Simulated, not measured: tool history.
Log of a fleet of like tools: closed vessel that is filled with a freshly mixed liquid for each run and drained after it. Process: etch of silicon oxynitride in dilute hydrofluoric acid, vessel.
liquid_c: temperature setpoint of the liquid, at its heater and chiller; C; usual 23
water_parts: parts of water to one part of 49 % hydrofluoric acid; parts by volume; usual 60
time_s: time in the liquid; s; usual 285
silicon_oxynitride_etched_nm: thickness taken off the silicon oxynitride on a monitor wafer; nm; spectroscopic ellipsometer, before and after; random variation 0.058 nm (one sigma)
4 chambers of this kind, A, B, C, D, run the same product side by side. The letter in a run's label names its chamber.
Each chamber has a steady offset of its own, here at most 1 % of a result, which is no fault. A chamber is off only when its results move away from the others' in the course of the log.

run,day,liquid_c,water_parts,time_s,"read-back film thickness of the silicon oxynitride reference wafer, read on the same gauge (nm)",silicon_oxynitride_etched_nm
1B,0.288,23,60,285,89.984,11.2160
2D,0.517,23,60,285,89.989,11.2170
3C,0.779,23,60,285,89.996,11.0510
4A,1.017,23,60,285,89.985,11.2820
# day 1.142: chamber D: thermometer replaced
5B,1.504,23,60,285,90.032,11.1000
6C,1.829,23,60,285,90.028,11.1070
7D,2.100,23,60,285,89.997,11.2610
8A,2.333,23,60,285,89.980,11.3270
9A,2.671,23,45,155,89.999,8.2812
10B,3.175,23,45,155,89.985,8.2327
11D,3.625,23,45,155,89.978,8.2230
12C,4.000,23,45,155,90.016,8.2035
13A,4.425,23,60,285,89.996,11.3120
14B,4.667,23,60,285,89.971,11.2670
15C,5.012,23,60,285,90.003,11.1430
16D,5.312,23,60,285,89.983,11.2640
17C,5.725,23,60,285,89.976,11.1150
18A,6.129,23,60,285,90.014,11.2910
19D,6.588,23,80,225,90.002,6.5116
20B,6.879,23,80,225,89.992,6.5872
21C,7.367,23,80,225,89.979,6.5489
22D,7.704,23,80,225,89.989,6.5889
23B,7.946,23,60,285,90.006,11.1750
24A,8.317,23,60,285,89.999,11.2670

What goes on in this fleet: one chamber off, a drifting gauge, or nothing beyond the chambers' own small offsets? Name the chamber and the cause, if any.

No chamber stands off beyond its own small offset, and the gauge holds steady.

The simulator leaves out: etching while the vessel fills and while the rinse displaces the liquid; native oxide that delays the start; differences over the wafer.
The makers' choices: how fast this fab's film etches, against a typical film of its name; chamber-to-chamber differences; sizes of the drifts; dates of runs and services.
